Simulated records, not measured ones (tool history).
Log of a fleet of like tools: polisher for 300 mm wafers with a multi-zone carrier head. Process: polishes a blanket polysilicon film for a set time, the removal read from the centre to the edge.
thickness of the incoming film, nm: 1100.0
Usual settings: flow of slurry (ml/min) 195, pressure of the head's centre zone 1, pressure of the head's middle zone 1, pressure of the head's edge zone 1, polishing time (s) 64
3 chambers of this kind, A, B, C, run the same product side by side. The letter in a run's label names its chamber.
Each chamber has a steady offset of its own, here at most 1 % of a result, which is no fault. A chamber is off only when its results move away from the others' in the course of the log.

run,hour,flow of slurry (ml/min),pressure of the head's centre zone,pressure of the head's middle zone,pressure of the head's edge zone,polishing time (s),film removed at the wafer's centre (nm),film removed at mid-radius (nm),film removed at the wafer's edge (nm)
# hour 12.8: chamber B: worn pad replaced by a new one
1A,14,195,1,1,1,64,455.84,452.34,453.59
# hour 23.8: chamber C: edge zone pressure recalibrated
2B,28.3,195,1,1,1,64,461.52,458.91,450.86
3C,44,195,1,1,1,64,465.25,455.73,460.79
4A,57.8,195,1,1,1,64,460.32,453.53,456.39
5B,69.1,195,1,1,1,64,455.83,451.05,467.33
# hour 71.3: chamber A: edge zone pressure recalibrated
6C,78.5,195,1,1,1,64,454.83,462.03,459.2
# hour 79.8: chamber C: worn pad replaced by a new one
7B,90.5,195,1,1,1,64,449.95,454.43,461.33
8C,97.5,195,1,1,1,64,450.87,464.76,461.39
9A,106.3,195,1,1,1,64,460.98,449.86,453.62
# hour 114.5: chamber A: slurry nozzle cleaned
# hour 116.8: chamber B: worn pad replaced by a new one
10B,120.4,195,1,1,1,64,458.79,458.37,459.59
11C,128.1,195,0.89,1,1,64,406.55,456.2,451.92
12A,136.8,195,0.89,1,1,64,396.93,439.61,438.04
13B,145.3,195,0.89,1,1,64,393.38,457.72,463.89
14A,160.8,195,1,1,1,64,430.54,436.66,433.69
15C,169.5,195,1,1,1,64,449.89,457.31,455.82
16C,182.9,195,1,1,1,64,452.89,446.08,454.61
17A,190.5,195,1,1,1,64,432.93,413.63,423.64
# hour 194.5: chamber B: centre zone pressure recalibrated
18B,200.2,195,1,1,1,64,448.06,450.78,462.79
19B,211,195,1,1,1,64,453.36,457.35,467.6
20A,225.5,195,1,1,1,64,408.76,404.63,412.8

Is one chamber off against the others, does the gauge drift, or is nothing wrong? If a chamber is off, say which, and what the likeliest cause is.

Chamber A drifts away from the others.
Cause: removal rate lost through wear of the pad, % = 10.2.

Here are 4 candidates for chamber A's next run, each the usual settings with a change, their results left as question marks. Which one brings its results back in line with what the others give on the usual settings?
In line means no further than this from the other chambers' mean on the usual settings: film removed at the wafer's centre (nm) 21; film removed at mid-radius (nm) 19; film removed at the wafer's edge (nm) 14
21A-1,236.8,190,1.01,0.99,1,57,?,?,?
21A-2,236.8,200,0.99,1.01,1,71,?,?,?
21A-3,236.8,195,1,1,1,66,?,?,?
21A-4,236.8,195,1,1,1,62,?,?,?

The other chambers' mean on the usual settings: film removed at the wafer's centre (nm) 457.47; film removed at mid-radius (nm) 458.05; film removed at the wafer's edge (nm) 460.14
run,film removed at the wafer's centre (nm),film removed at mid-radius (nm),film removed at the wafer's edge (nm)
21A-1,370.47,357.98,364.74
21A-2,455.54,457.65,456.76
21A-3,426.27,419.98,423.49
21A-4,400.44,394.53,397.82
21A-2 brings the chamber back in line.

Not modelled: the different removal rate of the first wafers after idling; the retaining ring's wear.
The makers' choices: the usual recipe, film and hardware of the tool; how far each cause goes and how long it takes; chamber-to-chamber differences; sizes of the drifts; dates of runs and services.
